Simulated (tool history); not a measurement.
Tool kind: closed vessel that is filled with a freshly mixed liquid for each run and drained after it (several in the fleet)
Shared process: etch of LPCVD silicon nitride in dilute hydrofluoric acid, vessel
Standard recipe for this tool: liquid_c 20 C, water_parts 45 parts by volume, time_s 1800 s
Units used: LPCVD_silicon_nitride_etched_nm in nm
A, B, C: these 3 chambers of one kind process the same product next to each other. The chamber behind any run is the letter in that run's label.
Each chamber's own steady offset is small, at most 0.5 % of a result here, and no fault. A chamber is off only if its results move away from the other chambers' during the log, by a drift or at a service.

run   hour  liquid_c  water_parts  time_s  hours since the thermometer was replaced  hours since the hydrofluoric acid flow meter was replaced  read-back film thickness of the LPCVD silicon nitride reference wafer, read on the same gauge (nm)  LPCVD_silicon_nitride_etched_nm
 1B    5.7        20           45    1800                                    1095.7                                                     1589.4                                                                                              70.004                           14.464
 2A   11.8        20           45    1800                                     340.7                                                       23.1                                                                                              70.061                           14.477
 3C   16.2        20           45    1800                                     684.2                                                        436                                                                                              69.997                           14.394
 4B   22.3        20           45    1800                                    1112.3                                                       1606                                                                                              69.993                           14.306
 5C     28        20           45    1800                                       696                                                      447.8                                                                                              69.989                           14.354
 6A   36.1        17           45    1800                                       365                                                       47.4                                                                                              69.984                            11.74
 7C   41.5        17           45    1800                                     709.5                                                      461.3                                                                                              70.006                           11.792
 8A   49.9        17           45    1800                                     378.8                                                       61.2                                                                                              70.025                           11.732
 9B   55.8        20           45    1800                                    1145.8                                                     1639.5                                                                                              69.978                           14.436
10B   62.6        20           45    1800                                    1152.6                                                     1646.3                                                                                              69.981                           14.362
11A   70.3        20           45    1800                                     399.2                                                       81.6                                                                                              69.977                            14.19
12C   75.9        20           45    1800                                     743.9                                                      495.7                                                                                              70.024                           14.501
13A   80.1        20           45    1800                                       409                                                       91.4                                                                                              69.991                           14.163
14B   84.8        20           45    1800                                    1174.8                                                     1668.5                                                                                              69.943                           14.486
15C   91.4        20           45    1800                                     759.4                                                      511.2                                                                                               70.01                            14.35
16A   95.6        20           45    1800                                     424.5                                                      106.9                                                                                              69.977                           14.248
17B    102        20           45    1800                                      1192                                                     1685.7                                                                                              70.029                           14.378
18C  109.8        20           45    1800                                     777.8                                                      529.6                                                                                              69.981                            14.54
     115.2  -- chamber B: hydrofluoric acid flow meter replaced
19A  117.8        20           45    1800                                     446.7                                                      129.1                                                                                               70.03                           14.159
20C  122.9        20           45    1800                                     790.9                                                      542.7                                                                                              69.969                           14.555
21B  127.7        20           45    1800                                    1217.7                                                       12.5                                                                                              69.979                           14.539
22C  135.4        20           45    1800                                     803.4                                                      555.2                                                                                              70.036                           14.471
23B  142.2        20           45    1800                                    1232.2                                                         27                                                                                              69.983                           14.534
24A  149.6        20           45    1800                                     478.5                                                      160.9                                                                                              70.015                           14.078
25B  154.4        20           45    1800                                    1244.4                                                       39.2                                                                                              69.984                           14.338
26C  159.9        20           45    1800                                     827.9                                                      579.7                                                                                              69.967                           14.479
27A  166.6        20           45    1800                                     495.5                                                      177.9                                                                                              69.995                           14.005
28B  171.4        20           45    1800                                    1261.4                                                       56.2                                                                                              69.968                           14.419
29C  176.9        20           45    1800                                     844.9                                                      596.7                                                                                              70.038                           14.532
30A  181.4        20           45    1800                                     510.3                                                      192.7                                                                                              70.008                           13.862
31A  189.9        20           45    1800                                     518.8                                                      201.2                                                                                              69.996                           13.923
32B  195.8        20           45    1800                                    1285.8                                                       80.6                                                                                              70.006                           14.512
33C    200        20           45    1800                                       868                                                      619.8                                                                                              69.973                           14.288
34A  204.8        20           45    1800                                     533.7                                                      216.1                                                                                              70.007                           13.837

One chamber off, gauge drift, or nothing amiss beyond the chambers' own small offsets? If it is a chamber, which one, and what is the likeliest cause?

It is chamber A that slowly wanders off from its peers.
Likeliest cause: liquid colder than its thermometer reads (K) = 0.631.
The log may not tell that from: hydrofluoric acid flow below the setpoint (%).

Here are 4 candidates for chamber A's next run, each the usual settings with a change, their results left as question marks. Which one brings its results back in line with what the others give on the usual settings?
To be in line, a result may differ from the other chambers' mean on the usual settings by at most: LPCVD_silicon_nitride_etched_nm 0.27 nm
35A-1  210.9        20           45    1780                                                                                                                                                                                                                                         ?
35A-2  210.9        20           45    1730                                                                                                                                                                                                                                         ?
35A-3  210.9        20           45    1875                                                                                                                                                                                                                                         ?
35A-4  210.9        20           45    1810                                                                                                                                                                                                                                         ?

The other chambers' mean on the usual settings: LPCVD_silicon_nitride_etched_nm 14.421 nm
  run  LPCVD_silicon_nitride_etched_nm
35A-1                           13.633
35A-2                            13.25
35A-3                           14.361
35A-4                           13.863
35A-3 puts the chamber back in line with the other chambers.
